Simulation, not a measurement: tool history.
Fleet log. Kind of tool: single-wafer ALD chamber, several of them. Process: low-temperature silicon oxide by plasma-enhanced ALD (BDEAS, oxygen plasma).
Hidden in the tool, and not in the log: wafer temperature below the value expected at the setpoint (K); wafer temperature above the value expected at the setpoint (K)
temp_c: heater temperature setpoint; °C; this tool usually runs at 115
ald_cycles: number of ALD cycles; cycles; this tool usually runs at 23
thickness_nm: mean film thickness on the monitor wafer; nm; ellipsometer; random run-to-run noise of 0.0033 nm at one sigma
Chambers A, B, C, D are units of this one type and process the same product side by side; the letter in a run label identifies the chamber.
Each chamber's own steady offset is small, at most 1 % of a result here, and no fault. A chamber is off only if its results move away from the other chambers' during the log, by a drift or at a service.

| run | hour | temp_c | ald_cycles | hours since the last thermocouple change | read-back reference wafer on the same gauge, thickness_nm | thickness_nm |
|---|---|---|---|---|---|---|
| 1A | 6.7 | 115 | 23 | 2398.9 | 2.8710 | 3.2226 |
| 2D | 18.2 | 115 | 23 | 1120.4 | 2.8700 | 3.2181 |
| 3C | 25.1 | 115 | 23 | 1022.6 | 2.8704 | 3.2050 |
| 4B | 34.4 | 115 | 23 | 722.2 | 2.8719 | 3.2066 |
| 5A | 41.1 | 115 | 23 | 2433.3 | 2.8710 | 3.2196 |
| 6B | 53.7 | 115 | 23 | 741.5 | 2.8717 | 3.2050 |
| 7C | 61.4 | 115 | 23 | 1058.9 | 2.8721 | 3.2098 |
| 8D | 71.0 | 115 | 23 | 1173.2 | 2.8725 | 3.2202 |
| 9D | 78.1 | 115 | 23 | 1180.3 | 2.8729 | 3.2152 |
| 10B | 89.4 | 115 | 23 | 777.2 | 2.8725 | 3.2039 |
| 11C | 101.2 | 115 | 23 | 1098.7 | 2.8727 | 3.2070 |
| 12A | 113.2 | 115 | 23 | 2505.4 | 2.8743 | 3.2252 |
| 13D | 127.8 | 115 | 23 | 1230.0 | 2.8737 | 3.2287 |
| 14A | 135.1 | 115 | 23 | 2527.3 | 2.8741 | 3.2266 |
| 15C | 147.2 | 115 | 23 | 1144.7 | 2.8751 | 3.2029 |
| 16B | 161.3 | 115 | 23 | 849.1 | 2.8761 | 3.2087 |
| 17B | 168.0 | 115 | 23 | 855.8 | 2.8754 | 3.2149 |
| 18D | 181.4 | 115 | 20 | 1283.6 | 2.8761 | 2.7966 |
| 19A | 195.5 | 115 | 20 | 2587.7 | 2.8771 | 2.8055 |
| 20C | 202.6 | 115 | 20 | 1200.1 | 2.8775 | 2.7913 |
|  | 211.0 | chamber A: thermocouple changed; heater temperature recalibrated |
| 21A | 214.8 | 115 | 20 | 3.9 | 2.8771 | 2.8136 |
| 22B | 227.3 | 115 | 23 | 915.1 | 2.8780 | 3.2141 |
| 23D | 241.3 | 115 | 23 | 1343.5 | 2.8788 | 3.2260 |
|  | 242.1 | chamber C: thermocouple changed; heater temperature recalibrated |
| 24C | 250.3 | 115 | 23 | 8.3 | 2.8786 | 3.2119 |
| 25C | 260.4 | 115 | 23 | 18.4 | 2.8787 | 3.2132 |
| 26B | 267.4 | 115 | 23 | 955.2 | 2.8793 | 3.2171 |
| 27D | 279.2 | 115 | 23 | 1381.4 | 2.8797 | 3.2298 |
| 28A | 292.1 | 115 | 23 | 81.2 | 2.8798 | 3.2227 |
| 29D | 306.5 | 104 | 23 | 1408.7 | 2.8802 | 3.2892 |
| 30B | 321.2 | 104 | 23 | 1009.0 | 2.8819 | 3.2878 |
| 31A | 334.0 | 104 | 23 | 123.1 | 2.8814 | 3.3006 |
| 32C | 346.8 | 104 | 23 | 104.8 | 2.8817 | 3.2873 |

Which is it: a chamber that has drifted or been left off by a service, a gauge drift common to all chambers, or only each chamber's usual small offset? If a chamber is off, name it and its likeliest cause.

Gauge drift. The chambers move together only on paper, and none stands off.
Most likely cause: gauge reads high (%) = 0.43.

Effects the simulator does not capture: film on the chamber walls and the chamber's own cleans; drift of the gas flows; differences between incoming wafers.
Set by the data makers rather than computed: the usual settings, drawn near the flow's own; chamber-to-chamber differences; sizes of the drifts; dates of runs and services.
